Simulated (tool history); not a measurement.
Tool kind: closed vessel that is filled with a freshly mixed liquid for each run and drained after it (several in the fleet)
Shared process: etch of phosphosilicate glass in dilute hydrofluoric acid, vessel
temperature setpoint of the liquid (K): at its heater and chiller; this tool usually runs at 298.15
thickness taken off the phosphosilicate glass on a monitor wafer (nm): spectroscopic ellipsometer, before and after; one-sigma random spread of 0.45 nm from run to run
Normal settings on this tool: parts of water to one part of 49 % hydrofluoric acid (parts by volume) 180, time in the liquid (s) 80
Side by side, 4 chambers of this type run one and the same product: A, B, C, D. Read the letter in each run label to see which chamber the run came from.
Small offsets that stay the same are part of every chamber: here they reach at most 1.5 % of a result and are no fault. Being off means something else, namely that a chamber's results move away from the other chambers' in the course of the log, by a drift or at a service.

| run | day | temperature setpoint of the liquid (K) | parts of water to one part of 49 % hydrofluoric acid (parts by volume) | time in the liquid (s) | read-back film thickness of the phosphosilicate glass reference wafer, read on the same gauge (nm) | thickness taken off the phosphosilicate glass on a monitor wafer (nm) |
|---|---|---|---|---|---|---|
| 1D | 0.446 | 298.15 | 180 | 80 | 89.979 | 45.391 |
| 2B | 0.783 | 298.15 | 180 | 80 | 89.988 | 46.163 |
|  | 0.846 | chamber C: thermometer replaced |
| 3C | 1.233 | 298.15 | 180 | 80 | 89.997 | 44.981 |
| 4A | 1.696 | 298.15 | 180 | 80 | 89.988 | 45.185 |
| 5D | 2.333 | 298.15 | 180 | 80 | 90.020 | 45.673 |
| 6A | 2.725 | 298.15 | 180 | 80 | 90.014 | 45.825 |
| 7C | 3.171 | 298.15 | 180 | 80 | 89.988 | 45.113 |
| 8B | 3.646 | 298.15 | 180 | 80 | 89.992 | 46.082 |
| 9B | 4.296 | 298.15 | 180 | 80 | 90.010 | 45.794 |
| 10A | 4.842 | 298.15 | 180 | 80 | 89.967 | 45.533 |
| 11D | 5.408 | 298.15 | 180 | 80 | 90.008 | 44.566 |
| 12C | 5.712 | 298.15 | 180 | 80 | 90.009 | 44.258 |
| 13B | 6.042 | 298.15 | 180 | 80 | 89.997 | 45.803 |
| 14C | 6.604 | 298.15 | 180 | 80 | 89.991 | 43.927 |
| 15A | 7.267 | 298.15 | 180 | 80 | 90.014 | 45.171 |
| 16D | 7.762 | 298.15 | 180 | 80 | 89.995 | 44.000 |
| 17B | 8.208 | 298.15 | 180 | 80 | 90.000 | 46.421 |
| 18D | 8.646 | 298.15 | 180 | 80 | 90.019 | 44.594 |
| 19A | 9.246 | 298.15 | 180 | 80 | 89.989 | 45.311 |
| 20C | 9.933 | 298.15 | 180 | 80 | 89.980 | 44.834 |
| 21D | 10.608 | 298.15 | 180 | 80 | 90.018 | 43.480 |
| 22B | 10.938 | 298.15 | 180 | 80 | 90.010 | 46.480 |
| 23A | 11.429 | 298.15 | 180 | 80 | 90.006 | 45.548 |
| 24C | 12.025 | 298.15 | 225 | 80 | 89.989 | 34.014 |
| 25B | 12.512 | 298.15 | 225 | 80 | 90.015 | 35.057 |
| 26C | 13.021 | 298.15 | 225 | 80 | 89.998 | 34.130 |
| 27A | 13.550 | 298.15 | 225 | 80 | 89.983 | 34.227 |
| 28D | 13.950 | 298.15 | 180 | 80 | 89.990 | 42.567 |
| 29D | 14.271 | 298.15 | 180 | 80 | 90.022 | 42.140 |
| 30A | 14.796 | 298.15 | 180 | 80 | 89.974 | 44.771 |
| 31B | 15.425 | 298.15 | 180 | 80 | 90.036 | 45.484 |
| 32C | 16.004 | 298.15 | 180 | 80 | 90.000 | 44.325 |
| 33B | 16.471 | 298.15 | 180 | 80 | 90.012 | 46.492 |
| 34D | 17.104 | 298.15 | 180 | 65 | 89.989 | 34.844 |
| 35C | 17.425 | 298.15 | 180 | 65 | 89.991 | 36.588 |
| 36A | 17.783 | 298.15 | 180 | 65 | 89.997 | 36.685 |
| 37A | 18.258 | 298.15 | 180 | 65 | 89.991 | 36.664 |
| 38B | 18.692 | 298.15 | 180 | 80 | 90.017 | 45.691 |
| 39C | 19.058 | 298.15 | 180 | 80 | 90.020 | 44.617 |
| 40D | 19.412 | 298.15 | 180 | 80 | 90.011 | 42.208 |

Predict what each chamber gives when all 4 of them run the settings below next.
| 41A | 19.904 | 294.15 | 180 | 80 |  | ? |
| 41B | 19.904 | 294.15 | 180 | 80 |  | ? |
| 41C | 19.904 | 294.15 | 180 | 80 |  | ? |
| 41D | 19.904 | 294.15 | 180 | 80 |  | ? |

| run | thickness taken off the phosphosilicate glass on a monitor wafer (nm) |
|---|---|
| 41A | 39.408 |
| 41B | 38.705 |
| 41C | 38.524 |
| 41D | 35.729 |
